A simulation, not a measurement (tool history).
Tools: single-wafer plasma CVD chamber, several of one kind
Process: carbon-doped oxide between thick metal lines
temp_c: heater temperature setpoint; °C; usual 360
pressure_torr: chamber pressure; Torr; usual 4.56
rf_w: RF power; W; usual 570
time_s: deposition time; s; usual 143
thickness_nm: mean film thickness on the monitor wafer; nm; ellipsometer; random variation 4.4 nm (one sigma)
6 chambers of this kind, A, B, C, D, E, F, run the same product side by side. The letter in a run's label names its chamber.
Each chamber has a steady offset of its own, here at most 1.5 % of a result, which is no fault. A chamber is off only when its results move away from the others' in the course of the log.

run,hour,temp_c,pressure_torr,rf_w,time_s,hours since the last thermocouple change,hours since the last RF generator calibration,hours since the last manometer calibration,"read-back reference wafer on the same gauge, thickness_nm",thickness_nm
1E,3.7,360,4.56,570,143,2015.5,1395.2,550.1,740.37,748.38
2F,6.5,360,4.56,570,143,797.4,41.0,878.4,739.00,738.29
3B,10.2,360,4.56,570,143,1689.7,186.9,775.9,740.38,748.72
4C,15.5,360,4.56,570,143,2397.2,314.2,693.3,740.44,757.52
5A,19.2,360,4.56,570,143,830.2,1824.4,109.5,740.03,742.78
6D,22.8,360,4.56,570,143,750.2,1200.1,1916.8,740.12,745.40
7D,26.0,360,4.56,570,143,753.4,1203.3,1920.0,740.64,750.39
8A,29.9,360,4.56,570,143,840.9,1835.1,120.2,739.58,742.69
# hour 30.2: chamber B: thermocouple changed; heater temperature recalibrated
9C,33.6,360,4.56,570,143,2415.3,332.3,711.4,740.83,752.76
10B,36.5,360,4.56,570,143,6.3,213.2,802.2,739.38,753.35
11E,40.1,360,4.56,570,143,2051.9,1431.6,586.5,740.06,754.96
12F,45.1,360,4.56,570,143,836.0,79.6,917.0,739.68,733.35
13E,51.1,360,4.56,570,170,2062.9,1442.6,597.5,739.33,882.33
14D,56.0,360,4.56,570,170,783.4,1233.3,1950.0,739.84,887.93
15C,58.8,360,4.56,570,170,2440.5,357.5,736.6,741.47,892.77
16A,64.1,360,4.56,570,170,875.1,1869.3,154.4,740.23,883.89
17F,67.4,360,4.56,570,170,858.3,101.9,939.3,739.87,880.94
18B,71.7,360,4.56,570,170,41.5,248.4,837.4,739.52,895.68
19D,77.1,360,4.56,570,143,804.5,1254.4,1971.1,739.60,753.58
20A,81.8,360,4.56,570,143,892.8,1887.0,172.1,739.30,750.88
21F,87.0,360,4.56,570,124,877.9,121.5,958.9,739.56,638.56
22E,90.3,360,4.56,570,124,2102.1,1481.8,636.7,740.62,648.16
23C,93.2,360,4.56,570,124,2474.9,391.9,771.0,740.33,658.83
24B,97.0,360,4.56,570,124,66.8,273.7,862.7,741.08,654.13
25A,101.8,360,4.56,570,124,912.8,1907.0,192.1,739.28,653.19
# hour 102.4: chamber E: RF generator calibrated
26E,107.6,360,4.56,570,124,2119.4,5.2,654.0,741.34,655.77
27B,111.8,352,4.56,480,143,81.6,288.5,877.5,740.81,694.55
28C,116.9,352,4.56,480,143,2498.6,415.6,794.7,738.93,691.74
29F,120.9,352,4.56,480,143,911.8,155.4,992.8,738.87,681.62
30D,125.5,352,4.56,480,143,852.9,1302.8,2019.5,739.84,693.60
31A,131.3,352,4.56,480,143,942.3,1936.5,221.6,740.49,685.15
32B,137.0,352,4.56,480,143,106.8,313.7,902.7,739.27,687.95
33E,139.6,360,4.56,570,143,2151.4,37.2,686.0,740.56,742.10
34F,144.4,360,4.56,570,143,935.3,178.9,1016.3,739.81,737.06
35D,149.9,360,4.56,570,143,877.3,1327.2,2043.9,739.51,751.21
36C,154.1,360,4.56,570,143,2535.8,452.8,831.9,739.85,750.30
37B,158.5,360,4.56,570,143,128.3,335.2,924.2,740.90,746.52
38D,162.4,360,4.56,570,143,889.8,1339.7,2056.4,740.43,738.74
# hour 167.0: chamber A: RF generator calibrated
39E,168.0,374,4.06,570,143,2179.8,65.6,714.4,740.58,714.33
40A,173.0,374,4.06,570,143,984.0,6.0,263.3,740.19,718.26
41F,178.4,374,4.06,570,143,969.3,212.9,1050.3,740.14,706.09
42C,184.0,374,4.06,570,143,2565.7,482.7,861.8,739.58,715.57
43B,189.7,374,4.06,570,143,159.5,366.4,955.4,740.96,716.49

All 6 chambers run these settings next. Forecast each chamber's results:
44A,193.9,360,3.96,570,143,,,,,?
44B,193.9,360,3.96,570,143,,,,,?
44C,193.9,360,3.96,570,143,,,,,?
44D,193.9,360,3.96,570,143,,,,,?
44E,193.9,360,3.96,570,143,,,,,?
44F,193.9,360,3.96,570,143,,,,,?

run,thickness_nm
44A,736.01
44B,736.34
44C,738.68
44D,733.94
44E,736.54
44F,726.15
